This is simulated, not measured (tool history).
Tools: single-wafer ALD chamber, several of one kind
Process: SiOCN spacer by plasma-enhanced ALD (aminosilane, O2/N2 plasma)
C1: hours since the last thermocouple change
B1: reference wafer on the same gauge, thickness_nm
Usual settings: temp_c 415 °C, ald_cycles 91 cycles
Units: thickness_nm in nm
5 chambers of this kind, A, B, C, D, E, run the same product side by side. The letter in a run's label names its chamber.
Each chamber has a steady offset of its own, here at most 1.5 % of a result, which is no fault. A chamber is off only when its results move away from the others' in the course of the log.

{"run": "1B", "hour": 8.5, "temp_c": 415, "ald_cycles": 91, "C1": 927.1, "B1": 5.6185, "thickness_nm": 5.2275}
{"run": "2D", "hour": 19.4, "temp_c": 415, "ald_cycles": 91, "C1": 753.1, "B1": 5.618, "thickness_nm": 5.2609}
{"run": "3E", "hour": 34.6, "temp_c": 415, "ald_cycles": 91, "C1": 1223.4, "B1": 5.6156, "thickness_nm": 5.1737}
{"run": "4C", "hour": 49.9, "temp_c": 415, "ald_cycles": 91, "C1": 1191.5, "B1": 5.6154, "thickness_nm": 5.2081}
{"run": "5A", "hour": 61.0, "temp_c": 415, "ald_cycles": 91, "C1": 890.7, "B1": 5.6148, "thickness_nm": 5.2522}
{"run": "6B", "hour": 76.0, "temp_c": 415, "ald_cycles": 91, "C1": 994.6, "B1": 5.6137, "thickness_nm": 5.2268}
{"run": "7A", "hour": 85.1, "temp_c": 415, "ald_cycles": 91, "C1": 914.8, "B1": 5.6145, "thickness_nm": 5.2512}
{"run": "8E", "hour": 94.4, "temp_c": 415, "ald_cycles": 91, "C1": 1283.2, "B1": 5.6131, "thickness_nm": 5.1799}
{"run": "9D", "hour": 107.2, "temp_c": 415, "ald_cycles": 91, "C1": 840.9, "B1": 5.6123, "thickness_nm": 5.2541}
{"run": "10C", "hour": 122.4, "temp_c": 410, "ald_cycles": 81, "C1": 1264.0, "B1": 5.6123, "thickness_nm": 4.7066}
{"run": "11B", "hour": 133.7, "temp_c": 410, "ald_cycles": 81, "C1": 1052.3, "B1": 5.6084, "thickness_nm": 4.7304}
{"run": "12E", "hour": 146.0, "temp_c": 410, "ald_cycles": 81, "C1": 1334.8, "B1": 5.6076, "thickness_nm": 4.6844}
{"run": "13D", "hour": 160.9, "temp_c": 410, "ald_cycles": 81, "C1": 894.6, "B1": 5.6068, "thickness_nm": 4.7428}
{"run": "14C", "hour": 171.3, "temp_c": 410, "ald_cycles": 81, "C1": 1312.9, "B1": 5.6045, "thickness_nm": 4.702}
{"run": "15A", "hour": 185.1, "temp_c": 415, "ald_cycles": 91, "C1": 1014.8, "B1": 5.6064, "thickness_nm": 5.2379}
{"run": "16C", "hour": 194.4, "temp_c": 415, "ald_cycles": 91, "C1": 1336.0, "B1": 5.6061, "thickness_nm": 5.1973}
{"run": "17A", "hour": 205.0, "temp_c": 415, "ald_cycles": 91, "C1": 1034.7, "B1": 5.6047, "thickness_nm": 5.2447}
{"run": "18B", "hour": 219.2, "temp_c": 415, "ald_cycles": 91, "C1": 1137.8, "B1": 5.6035, "thickness_nm": 5.2162}
{"run": "19E", "hour": 228.8, "temp_c": 415, "ald_cycles": 91, "C1": 1417.6, "B1": 5.5996, "thickness_nm": 5.1575}
{"run": "20D", "hour": 239.3, "temp_c": 415, "ald_cycles": 91, "C1": 973.0, "B1": 5.6004, "thickness_nm": 5.2477}
{"run": "21E", "hour": 254.3, "temp_c": 420, "ald_cycles": 91, "C1": 1443.1, "B1": 5.5984, "thickness_nm": 5.0763}
{"run": "22A", "hour": 267.0, "temp_c": 420, "ald_cycles": 91, "C1": 1096.7, "B1": 5.5993, "thickness_nm": 5.1422}
{"run": "23B", "hour": 282.3, "temp_c": 420, "ald_cycles": 91, "C1": 1200.9, "B1": 5.5995, "thickness_nm": 5.1347}
{"run": "24C", "hour": 292.0, "temp_c": 420, "ald_cycles": 91, "C1": 1433.6, "B1": 5.5956, "thickness_nm": 5.102}
{"run": "25D", "hour": 303.4, "temp_c": 420, "ald_cycles": 91, "C1": 1037.1, "B1": 5.5964, "thickness_nm": 5.1601}
{"run": "26D", "hour": 311.1, "temp_c": 415, "ald_cycles": 91, "C1": 1044.8, "B1": 5.5946, "thickness_nm": 5.2561}
{"run": "27A", "hour": 320.1, "temp_c": 415, "ald_cycles": 91, "C1": 1149.8, "B1": 5.5944, "thickness_nm": 5.2288}
{"run": "28B", "hour": 328.1, "temp_c": 415, "ald_cycles": 91, "C1": 1246.7, "B1": 5.5964, "thickness_nm": 5.215}
{"run": "29C", "hour": 342.7, "temp_c": 415, "ald_cycles": 91, "C1": 1484.3, "B1": 5.5927, "thickness_nm": 5.1824}
{"run": "30E", "hour": 351.3, "temp_c": 401, "ald_cycles": 82, "C1": 1540.1, "B1": 5.5921, "thickness_nm": 4.8448}
{"run": "31C", "hour": 361.3, "temp_c": 401, "ald_cycles": 82, "C1": 1502.9, "B1": 5.5908, "thickness_nm": 4.8854}

All 5 chambers run these settings next. Forecast each chamber's results:
{"run": "32A", "hour": 372.3, "temp_c": 415, "ald_cycles": 108, "thickness_nm": "?"}
{"run": "32B", "hour": 372.3, "temp_c": 415, "ald_cycles": 108, "thickness_nm": "?"}
{"run": "32C", "hour": 372.3, "temp_c": 415, "ald_cycles": 108, "thickness_nm": "?"}
{"run": "32D", "hour": 372.3, "temp_c": 415, "ald_cycles": 108, "thickness_nm": "?"}
{"run": "32E", "hour": 372.3, "temp_c": 415, "ald_cycles": 108, "thickness_nm": "?"}

run=32A thickness_nm=6.2011
run=32B thickness_nm=6.1859
run=32C thickness_nm=6.1617
run=32D thickness_nm=6.2130
run=32E thickness_nm=6.1093

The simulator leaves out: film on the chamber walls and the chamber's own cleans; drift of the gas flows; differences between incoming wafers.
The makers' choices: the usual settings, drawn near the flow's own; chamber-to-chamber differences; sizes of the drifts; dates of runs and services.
